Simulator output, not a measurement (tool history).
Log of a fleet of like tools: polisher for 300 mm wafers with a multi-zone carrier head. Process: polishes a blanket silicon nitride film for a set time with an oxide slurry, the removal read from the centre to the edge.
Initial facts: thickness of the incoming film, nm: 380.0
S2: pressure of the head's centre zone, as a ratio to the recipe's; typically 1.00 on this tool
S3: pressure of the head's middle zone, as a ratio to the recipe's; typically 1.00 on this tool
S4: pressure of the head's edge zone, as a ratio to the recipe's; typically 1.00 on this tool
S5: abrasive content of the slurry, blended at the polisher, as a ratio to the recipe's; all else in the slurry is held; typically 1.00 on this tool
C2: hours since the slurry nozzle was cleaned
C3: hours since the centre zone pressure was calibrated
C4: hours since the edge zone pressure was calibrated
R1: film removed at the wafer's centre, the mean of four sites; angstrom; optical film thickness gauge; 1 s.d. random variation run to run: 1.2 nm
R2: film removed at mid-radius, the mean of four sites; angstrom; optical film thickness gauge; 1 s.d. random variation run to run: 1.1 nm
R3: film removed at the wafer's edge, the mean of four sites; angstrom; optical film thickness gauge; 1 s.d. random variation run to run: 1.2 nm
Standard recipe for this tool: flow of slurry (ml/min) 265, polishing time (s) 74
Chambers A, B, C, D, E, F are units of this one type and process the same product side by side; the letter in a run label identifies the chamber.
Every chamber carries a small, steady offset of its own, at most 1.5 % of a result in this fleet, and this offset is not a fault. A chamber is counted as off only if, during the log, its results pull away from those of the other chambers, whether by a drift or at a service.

Run 1C, hour 4.6: usual settings; wafers polished on this pad 735; C2 286.0; C3 68.5; C4 289.4. Result: R1 859.17 angstrom, R2 874.34 angstrom, R3 890.29 angstrom.
At hour 5.1: chamber D: worn pad replaced by a new one.
Run 2F, hour 8.4: usual settings; wafers polished on this pad 932; C2 99.0; C3 987.3; C4 294.2. Result: R1 859.13 angstrom, R2 860.15 angstrom, R3 893.64 angstrom.
Run 3B, hour 11.2: usual settings; wafers polished on this pad 843; C2 122.5; C3 359.1; C4 225.6. Result: R1 863.92 angstrom, R2 891.26 angstrom, R3 891.79 angstrom.
Run 4D, hour 14.4: usual settings; wafers polished on this pad 78; C2 37.9; C3 259.1; C4 349.1. Result: R1 880.14 angstrom, R2 904.27 angstrom, R3 898.53 angstrom.
Run 5E, hour 19.7: usual settings; wafers polished on this pad 561; C2 671.9; C3 134.5; C4 298.9. Result: R1 853.71 angstrom, R2 877.66 angstrom, R3 880.25 angstrom.
Run 6A, hour 23.1: usual settings; wafers polished on this pad 706; C2 191.7; C3 768.2; C4 289.9. Result: R1 868.73 angstrom, R2 886.76 angstrom, R3 875.18 angstrom.
At hour 23.5: chamber F: centre zone pressure recalibrated.
Run 7C, hour 27.0: usual settings; wafers polished on this pad 922; C2 308.4; C3 90.9; C4 311.8. Result: R1 879.85 angstrom, R2 885.10 angstrom, R3 861.41 angstrom.
Run 8B, hour 30.4: usual settings; wafers polished on this pad 1003; C2 141.7; C3 378.3; C4 244.8. Result: R1 878.30 angstrom, R2 876.28 angstrom, R3 893.14 angstrom.
Run 9D, hour 34.7: usual settings; wafers polished on this pad 247; C2 58.2; C3 279.4; C4 369.4. Result: R1 858.82 angstrom, R2 909.64 angstrom, R3 878.72 angstrom.
Run 10A, hour 39.6: usual settings; wafers polished on this pad 844; C2 208.2; C3 784.7; C4 306.4. Result: R1 874.59 angstrom, R2 888.72 angstrom, R3 874.22 angstrom.
At hour 42.1: chamber B: worn pad replaced by a new one.
Run 11E, hour 42.8: usual settings; wafers polished on this pad 753; C2 695.0; C3 157.6; C4 322.0. Result: R1 879.21 angstrom, R2 888.14 angstrom, R3 882.84 angstrom.
At hour 43.7: chamber D: edge zone pressure recalibrated.
Run 12F, hour 46.2: usual settings; wafers polished on this pad 1248; C2 136.8; C3 22.8; C4 332.0. Result: R1 875.88 angstrom, R2 892.72 angstrom, R3 904.36 angstrom.
Run 13D, hour 50.9: usual settings; wafers polished on this pad 382; C2 74.4; C3 295.6; C4 7.2. Result: R1 888.48 angstrom, R2 903.83 angstrom, R3 878.61 angstrom.
Run 14F, hour 53.5: usual settings; wafers polished on this pad 1309; C2 144.1; C3 30.1; C4 339.3. Result: R1 882.84 angstrom, R2 887.81 angstrom, R3 905.18 angstrom.
Run 15E, hour 57.6: usual settings; wafers polished on this pad 877; C2 709.8; C3 172.4; C4 336.8. Result: R1 864.83 angstrom, R2 902.23 angstrom, R3 886.31 angstrom.
Run 16A, hour 62.3: usual settings but S3 1.06, S4 1.07; wafers polished on this pad 1034; C2 230.9; C3 807.4; C4 329.1. Result: R1 884.72 angstrom, R2 934.58 angstrom, R3 909.22 angstrom.
Run 17B, hour 65.2: usual settings but S3 1.06, S4 1.07; wafers polished on this pad 193; C2 176.5; C3 413.1; C4 279.6. Result: R1 879.82 angstrom, R2 938.76 angstrom, R3 937.19 angstrom.
Run 18C, hour 67.8: usual settings but S3 1.06, S4 1.07; wafers polished on this pad 1263; C2 349.2; C3 131.7; C4 352.6. Result: R1 873.97 angstrom, R2 907.53 angstrom, R3 926.17 angstrom.
At hour 68.6: chamber F: worn pad replaced by a new one.
Run 19B, hour 70.7: usual settings but S3 1.06, S4 1.07; wafers polished on this pad 238; C2 182.0; C3 418.6; C4 285.1. Result: R1 885.92 angstrom, R2 919.76 angstrom, R3 939.10 angstrom.
Run 20A, hour 75.2: usual settings but S3 1.06, S4 1.07; wafers polished on this pad 1142; C2 243.8; C3 820.3; C4 342.0. Result: R1 887.97 angstrom, R2 960.60 angstrom, R3 914.14 angstrom.
At hour 77.6: chamber E: slurry nozzle cleaned.
Run 21D, hour 78.1: usual settings but S3 1.06, S4 1.07; wafers polished on this pad 610; C2 101.6; C3 322.8; C4 34.4. Result: R1 878.11 angstrom, R2 929.11 angstrom, R3 905.93 angstrom.
At hour 80.0: chamber C: worn pad replaced by a new one.
Run 22F, hour 81.1: usual settings; wafers polished on this pad 104; C2 171.7; C3 57.7; C4 366.9. Result: R1 888.65 angstrom, R2 879.21 angstrom, R3 885.06 angstrom.
At hour 84.4: chamber A: worn pad replaced by a new one.
Run 23E, hour 85.4: usual settings; wafers polished on this pad 1109; C2 7.8; C3 200.2; C4 364.6. Result: R1 853.86 angstrom, R2 869.15 angstrom, R3 852.24 angstrom.
Run 24C, hour 88.6: usual settings; wafers polished on this pad 72; C2 370.0; C3 152.5; C4 373.4. Result: R1 878.31 angstrom, R2 862.99 angstrom, R3 884.29 angstrom.
Run 25D, hour 92.3: usual settings but S5 1.25; wafers polished on this pad 728; C2 115.8; C3 337.0; C4 48.6. Result: R1 962.50 angstrom, R2 971.05 angstrom, R3 963.09 angstrom.
Run 26F, hour 96.2: usual settings but S5 1.25; wafers polished on this pad 230; C2 186.8; C3 72.8; C4 382.0. Result: R1 948.22 angstrom, R2 976.79 angstrom, R3 990.34 angstrom.
Run 27B, hour 99.7: usual settings but S5 1.25; wafers polished on this pad 481; C2 211.0; C3 447.6; C4 314.1. Result: R1 972.06 angstrom, R2 973.60 angstrom, R3 980.60 angstrom.
At hour 101.9: chamber D: centre zone pressure recalibrated.
Run 28E, hour 103.3: usual settings but S5 1.25; wafers polished on this pad 1259; C2 25.7; C3 218.1; C4 382.5. Result: R1 899.93 angstrom, R2 907.43 angstrom, R3 887.74 angstrom.
Run 29A, hour 108.7: usual settings but S5 1.25; wafers polished on this pad 203; C2 277.3; C3 853.8; C4 375.5. Result: R1 975.56 angstrom, R2 987.86 angstrom, R3 966.30 angstrom.
At hour 109.8: chamber D: worn pad replaced by a new one.
Run 30C, hour 113.7: usual settings but S5 1.25; wafers polished on this pad 282; C2 395.1; C3 177.6; C4 398.5. Result: R1 965.80 angstrom, R2 968.83 angstrom, R3 947.05 angstrom.
Run 31A, hour 117.4: usual settings; wafers polished on this pad 275; C2 286.0; C3 862.5; C4 384.2. Result: R1 878.28 angstrom, R2 880.59 angstrom, R3 864.15 angstrom.
Run 32F, hour 120.2: usual settings; wafers polished on this pad 431; C2 210.8; C3 96.8; C4 406.0. Result: R1 855.81 angstrom, R2 879.89 angstrom, R3 922.66 angstrom.
Run 33D, hour 125.6: usual settings; wafers polished on this pad 132; C2 149.1; C3 23.8; C4 81.9. Result: R1 874.59 angstrom, R2 878.12 angstrom, R3 900.18 angstrom.
Run 34E, hour 128.9: usual settings but S2 0.92, S3 1.12; wafers polished on this pad 1473; C2 51.3; C3 243.7; C4 408.1. Result: R1 703.03 angstrom, R2 889.98 angstrom, R3 794.29 angstrom.
Run 35C, hour 132.3: usual settings but S2 0.92, S3 1.12; wafers polished on this pad 437; C2 413.7; C3 196.2; C4 417.1. Result: R1 809.92 angstrom, R2 997.61 angstrom, R3 902.50 angstrom.
Run 36B, hour 136.6: usual settings but S2 0.92, S3 1.12; wafers polished on this pad 789; C2 247.9; C3 484.5; C4 351.0. Result: R1 814.90 angstrom, R2 967.52 angstrom, R3 889.64 angstrom.
Run 37B, hour 141.2: usual settings but S2 0.92, S3 1.12; wafers polished on this pad 827; C2 252.5; C3 489.1; C4 355.6. Result: R1 806.59 angstrom, R2 988.87 angstrom, R3 890.47 angstrom.

Which is it: a chamber that has drifted or been left off by a service, a gauge drift common to all chambers, or only each chamber's usual small offset? If a chamber is off, name it and its likeliest cause.

Chamber E drifts away from the others.
Cause: removal rate lost through wear of the pad, % = 11.4.

Below are 4 candidate recipes for chamber E's next run, each the usual settings with a change, their results shown as question marks. Which of them brings E's results back in line with what the other chambers give on the usual settings?
In-line tolerance around the mean of the other chambers on the usual settings: R1 42.00 angstrom; R2 40.00 angstrom; R3 42.00 angstrom
Run 38E-1, hour 145.2: usual settings but polishing time (s) 77. Result: R1 ?, R2 ?, R3 ?.
Run 38E-2, hour 145.2: usual settings but S2 0.99, S5 0.95, polishing time (s) 67. Result: R1 ?, R2 ?, R3 ?.
Run 38E-3, hour 145.2: usual settings but polishing time (s) 71. Result: R1 ?, R2 ?, R3 ?.
Run 38E-4, hour 145.2: usual settings but flow of slurry (ml/min) 270, S5 1.05, polishing time (s) 82. Result: R1 ?, R2 ?, R3 ?.

The mean the other chambers reach with the usual settings: R1 879.14 angstrom; R2 885.22 angstrom; R3 886.02 angstrom
  run      R1      R2      R3
38E-1  811.06  810.43  820.13
38E-2  681.97  689.05  697.26
38E-3  747.86  747.28  756.22
38E-4  884.44  883.56  893.70
With 38E-4, the chamber falls back in line with the rest.

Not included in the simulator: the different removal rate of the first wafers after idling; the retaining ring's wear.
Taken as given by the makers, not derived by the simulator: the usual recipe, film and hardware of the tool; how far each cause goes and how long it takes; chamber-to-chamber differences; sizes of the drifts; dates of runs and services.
